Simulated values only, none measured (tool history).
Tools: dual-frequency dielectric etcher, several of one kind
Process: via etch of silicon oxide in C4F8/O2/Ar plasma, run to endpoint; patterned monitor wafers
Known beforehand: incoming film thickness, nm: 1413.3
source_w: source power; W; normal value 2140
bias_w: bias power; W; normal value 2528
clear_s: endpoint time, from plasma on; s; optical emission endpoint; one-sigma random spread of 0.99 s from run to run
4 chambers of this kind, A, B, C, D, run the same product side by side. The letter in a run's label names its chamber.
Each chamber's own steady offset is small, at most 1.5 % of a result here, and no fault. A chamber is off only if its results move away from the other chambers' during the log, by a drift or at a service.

run 1C hour=9.6 | source_w=2140 bias_w=2528 | clear_s=253.98
run 2D hour=18.5 | source_w=2140 bias_w=2528 | clear_s=250.84
-- hour=26.4 chamber D: wet clean of the chamber
run 3B hour=33.6 | source_w=2140 bias_w=2528 | clear_s=250.33
run 4A hour=41.1 | source_w=2140 bias_w=2528 | clear_s=254.95
run 5C hour=48.5 | source_w=2140 bias_w=2528 | clear_s=253.57
run 6D hour=59.7 | source_w=2140 bias_w=2528 | clear_s=251.62
run 7B hour=75 | source_w=2610 bias_w=2212 | clear_s=242.31
run 8A hour=91.3 | source_w=2610 bias_w=2212 | clear_s=245.03
run 9D hour=107.2 | source_w=2610 bias_w=2212 | clear_s=239.76
run 10B hour=116.9 | source_w=2610 bias_w=2212 | clear_s=244.35
run 11A hour=125.2 | source_w=2480 bias_w=2528 | clear_s=241.33
run 12C hour=135.6 | source_w=2480 bias_w=2528 | clear_s=236.85
run 13D hour=151 | source_w=2480 bias_w=2528 | clear_s=237.81
run 14C hour=158.4 | source_w=2480 bias_w=2528 | clear_s=238.94
run 15B hour=172.4 | source_w=2140 bias_w=2528 | clear_s=257.34
-- hour=178.6 chamber C: wet clean of the chamber
run 16A hour=183.6 | source_w=1840 bias_w=2059 | clear_s=287.19
run 17A hour=193.5 | source_w=1840 bias_w=2059 | clear_s=288.52
run 18C hour=201.9 | source_w=1840 bias_w=2059 | clear_s=284.27
-- hour=210.2 chamber A: wet clean of the chamber
run 19B hour=216.1 | source_w=1840 bias_w=2059 | clear_s=294.01
run 20D hour=231.5 | source_w=2140 bias_w=2528 | clear_s=251.58
run 21B hour=243.3 | source_w=2140 bias_w=2528 | clear_s=260.58
-- hour=245 chamber C: bias power generator calibrated
run 22D hour=252.6 | source_w=2140 bias_w=2528 | clear_s=248.95
run 23A hour=262.8 | source_w=1690 bias_w=2935 | clear_s=267.6
run 24C hour=272.1 | source_w=1690 bias_w=2935 | clear_s=264.93
run 25B hour=284.6 | source_w=1690 bias_w=2935 | clear_s=277.08
run 26D hour=292.6 | source_w=1690 bias_w=2935 | clear_s=261.02
run 27C hour=303.6 | source_w=2140 bias_w=2528 | clear_s=252.99
run 28A hour=316.8 | source_w=2140 bias_w=2528 | clear_s=255.64

Decide between three cases: one chamber stands off from its peers, the gauge reading all wafers drifts, or nothing is wrong past each chamber's small offset. Where a chamber is off, say which and what most likely put it there.

Little by little, chamber B moves away from the other chambers.
Most likely cause: etch rate under this chamber's usual, % = 5.44.

Below are 4 candidate recipes for chamber B's next run, each the usual settings with a change, their results shown as question marks. Which of them brings B's results back in line with what the other chambers give on the usual settings?
In line here means within this much of the mean the other chambers give on the usual settings: clear_s 3.4 s
run 29B-1 hour=328.7 | source_w=2140 bias_w=2959 | clear_s=?
run 29B-2 hour=328.7 | source_w=1700 bias_w=2528 | clear_s=?
run 29B-3 hour=328.7 | source_w=1870 bias_w=2528 | clear_s=?
run 29B-4 hour=328.7 | source_w=2490 bias_w=2828 | clear_s=?

On the usual settings, the other chambers give on average: clear_s 252.42 s
run=29B-1 clear_s=252.8
run=29B-2 clear_s=290.12
run=29B-3 clear_s=279.47
run=29B-4 clear_s=241.52
It is 29B-1 that realigns the chamber with its peers.
